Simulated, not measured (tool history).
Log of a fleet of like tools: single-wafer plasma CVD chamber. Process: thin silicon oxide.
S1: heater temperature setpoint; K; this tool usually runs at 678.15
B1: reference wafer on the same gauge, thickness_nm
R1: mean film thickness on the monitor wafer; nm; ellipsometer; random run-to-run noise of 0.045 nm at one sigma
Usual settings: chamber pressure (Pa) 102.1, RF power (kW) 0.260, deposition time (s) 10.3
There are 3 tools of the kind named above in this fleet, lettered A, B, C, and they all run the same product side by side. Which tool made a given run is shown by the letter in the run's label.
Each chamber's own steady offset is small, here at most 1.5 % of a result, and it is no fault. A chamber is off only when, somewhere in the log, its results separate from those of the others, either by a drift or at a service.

Run 1C, hour 14.0: usual settings; B1 18.500. Result: R1 16.939 nm.
Run 2B, hour 21.2: usual settings; B1 18.499. Result: R1 17.179 nm.
Run 3A, hour 31.0: usual settings; B1 18.506. Result: R1 16.921 nm.
Run 4A, hour 42.9: usual settings; B1 18.494. Result: R1 16.841 nm.
Run 5C, hour 56.5: usual settings but S1 688.15 K, deposition time (s) 11.5; B1 18.507. Result: R1 18.823 nm.
Run 6B, hour 64.2: usual settings but S1 688.15 K, deposition time (s) 11.5; B1 18.511. Result: R1 19.038 nm.
Run 7C, hour 78.5: usual settings but S1 688.15 K, deposition time (s) 11.5; B1 18.500. Result: R1 18.832 nm.
Run 8A, hour 85.0: usual settings; B1 18.503. Result: R1 16.918 nm.
Run 9B, hour 95.7: usual settings; B1 18.492. Result: R1 17.260 nm.
Run 10A, hour 102.5: usual settings; B1 18.503. Result: R1 16.898 nm.
Run 11C, hour 109.3: usual settings; B1 18.499. Result: R1 17.009 nm.
Run 12B, hour 118.8: usual settings; B1 18.479. Result: R1 17.236 nm.
Run 13B, hour 126.0: usual settings; B1 18.497. Result: R1 17.284 nm.
Run 14C, hour 136.6: usual settings but S1 683.15 K, deposition time (s) 9.1; B1 18.494. Result: R1 14.951 nm.
At hour 147.6: chamber A: RF generator calibrated.
Run 15A, hour 149.0: usual settings but S1 683.15 K, deposition time (s) 9.1; B1 18.501. Result: R1 14.889 nm.
Run 16B, hour 158.1: usual settings but S1 683.15 K, deposition time (s) 9.1; B1 18.490. Result: R1 15.190 nm.
Run 17C, hour 168.6: usual settings; B1 18.497. Result: R1 16.896 nm.
Run 18A, hour 181.6: usual settings; B1 18.486. Result: R1 16.895 nm.
Run 19C, hour 188.2: usual settings; B1 18.514. Result: R1 16.925 nm.
Run 20B, hour 199.9: usual settings; B1 18.502. Result: R1 17.235 nm.
Run 21A, hour 213.6: usual settings; B1 18.500. Result: R1 16.856 nm.
Run 22C, hour 220.2: usual settings; B1 18.509. Result: R1 16.951 nm.
Run 23A, hour 229.2: usual settings but chamber pressure (Pa) 81.2; B1 18.510. Result: R1 13.326 nm.
Run 24B, hour 239.4: usual settings but chamber pressure (Pa) 81.2; B1 18.494. Result: R1 13.646 nm.
Run 25B, hour 253.6: usual settings but chamber pressure (Pa) 81.2; B1 18.494. Result: R1 13.733 nm.
Run 26C, hour 262.0: usual settings; B1 18.493. Result: R1 16.931 nm.
Run 27A, hour 270.9: usual settings; B1 18.500. Result: R1 16.855 nm.
Run 28C, hour 283.6: usual settings; B1 18.503. Result: R1 16.891 nm.
Run 29A, hour 293.3: usual settings; B1 18.495. Result: R1 16.883 nm.
Run 30B, hour 300.3: usual settings; B1 18.496. Result: R1 17.398 nm.
Run 31C, hour 313.0: usual settings; B1 18.504. Result: R1 16.864 nm.
Run 32A, hour 324.7: usual settings; B1 18.494. Result: R1 16.860 nm.
Run 33B, hour 336.1: usual settings; B1 18.492. Result: R1 17.524 nm.
Run 34A, hour 347.4: usual settings; B1 18.504. Result: R1 16.897 nm.
Run 35C, hour 354.5: usual settings; B1 18.498. Result: R1 16.996 nm.
Run 36B, hour 368.3: usual settings; B1 18.510. Result: R1 17.432 nm.
Run 37A, hour 378.7: usual settings but S1 684.15 K; B1 18.496. Result: R1 16.788 nm.
Run 38B, hour 385.5: usual settings but S1 684.15 K; B1 18.507. Result: R1 17.438 nm.
Run 39C, hour 392.7: usual settings but S1 684.15 K; B1 18.501. Result: R1 16.855 nm.
Run 40C, hour 401.5: usual settings; B1 18.495. Result: R1 16.903 nm.
Run 41A, hour 415.1: usual settings; B1 18.494. Result: R1 16.853 nm.
Run 42B, hour 423.2: usual settings; B1 18.491. Result: R1 17.512 nm.
Run 43C, hour 437.2: usual settings; B1 18.507. Result: R1 16.939 nm.
Run 44A, hour 443.7: usual settings; B1 18.488. Result: R1 16.918 nm.

The same settings go to every chamber for the next run, one line per chamber below. Forecast the results for each:
Run 45A, hour 454.0: usual settings. Result: R1 ?.
Run 45B, hour 454.0: usual settings. Result: R1 ?.
Run 45C, hour 454.0: usual settings. Result: R1 ?.

run      R1
45A  16.900
45B  17.597
45C  16.911

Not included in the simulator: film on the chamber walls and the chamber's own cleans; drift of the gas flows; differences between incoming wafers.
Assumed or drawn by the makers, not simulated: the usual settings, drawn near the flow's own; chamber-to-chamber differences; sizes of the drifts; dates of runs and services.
